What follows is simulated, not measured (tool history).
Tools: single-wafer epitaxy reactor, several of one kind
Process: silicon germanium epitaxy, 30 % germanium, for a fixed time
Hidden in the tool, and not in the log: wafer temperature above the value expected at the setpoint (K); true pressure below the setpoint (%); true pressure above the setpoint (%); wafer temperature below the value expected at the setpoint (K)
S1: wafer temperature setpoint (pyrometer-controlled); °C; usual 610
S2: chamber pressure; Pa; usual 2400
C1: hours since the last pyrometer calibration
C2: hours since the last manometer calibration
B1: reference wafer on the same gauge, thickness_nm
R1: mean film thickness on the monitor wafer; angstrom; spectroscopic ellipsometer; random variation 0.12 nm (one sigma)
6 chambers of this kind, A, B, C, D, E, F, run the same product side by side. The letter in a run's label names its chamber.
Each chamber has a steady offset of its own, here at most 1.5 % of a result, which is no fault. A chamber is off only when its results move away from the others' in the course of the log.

run   hour   S1    S2      C1      C2      B1      R1
 1E      7  610  2400   595.9   302.7  72.151  675.21
 2D   11.9  610  2400   218.9    91.8  72.118  670.14
 3C   17.7  610  2400   697.4   721.7  72.148  677.78
 4B   22.8  610  2400  2316.3   469.7  72.161  673.34
 5A   31.9  610  2400  2154.7  1642.3  72.166  682.53
 6F   36.2  602  1907   617.1  2260.2  72.134  536.67
 7F     43  602  1907   623.9    2267  72.152  537.23
 8C   50.6  602  1907   730.3   754.6  72.183   537.4
 9A   59.4  602  1907  2182.2  1669.8  72.222  538.46
10B   66.9  602  1907  2360.4   513.8  72.242  530.19
11D   72.7  602  1907   279.7   152.6  72.233  531.73
12E   79.7  610  2400   668.6   375.4  72.242  675.73
13B   84.7  610  2400  2378.2   531.6   72.26  672.46
14D     93  610  2400     300   172.9   72.25  672.01
15F  100.8  610  1853   681.7  2324.8   72.28  613.58
     103.1  -- chamber A: pyrometer calibrated
16A  107.5  610  1853     4.5  1717.9  72.315  614.77
17C  114.9  610  1853   794.6   818.9  72.295  615.22
18E  120.5  610  1853   709.4   416.2  72.313  610.01
19F  125.5  610  1853   706.4  2349.5  72.361  615.11
20D  134.5  610  1853   341.5   214.4  72.358  608.85
21A  138.7  610  2400    35.7  1749.1  72.353   680.9
22B  147.2  617  1867  2440.7   594.1  72.374  689.36
23E  155.8  617  1867   744.7   451.5  72.405  693.91
24C  161.2  617  1867   840.9   865.2  72.413  699.12
25B  170.3  617  1867  2463.8   617.2  72.418  688.92
26E  179.8  617  1867   768.7   475.5  72.423  695.17
27F  187.1  617  1867     768  2411.1  72.435  698.24
28D  196.2  610  2400   403.2   276.1  72.504  671.41
29C  204.1  610  2400   883.8   908.1  72.451  682.68
30A  212.5  610  2400   109.5  1822.9  72.464  685.94
31E  216.7  610  2400   805.6   512.4  72.529  680.98
32B  222.4  624  2400  2515.9   669.3   72.53  865.94
33D  229.9  624  2400   436.9   309.8  72.523  860.34
34F    237  624  2400   817.9    2461  72.554  869.27
35A  241.5  624  2400   138.5  1851.9  72.546  872.53
36C  248.7  624  2400   928.4   952.7  72.613  876.31
37E  257.7  624  2400   846.6   553.4  72.601  870.86
38B  262.6  610  1813  2556.1   709.5  72.593  602.38

Next, every chamber runs the same settings. What will each give?
39A  269.4  610  2400               ?
39B  269.4  610  2400               ?
39C  269.4  610  2400               ?
39D  269.4  610  2400               ?
39E  269.4  610  2400               ?
39F  269.4  610  2400               ?

run      R1
39A   682.8
39B  679.28
39C  683.04
39D  674.94
39E  677.76
39F  679.36
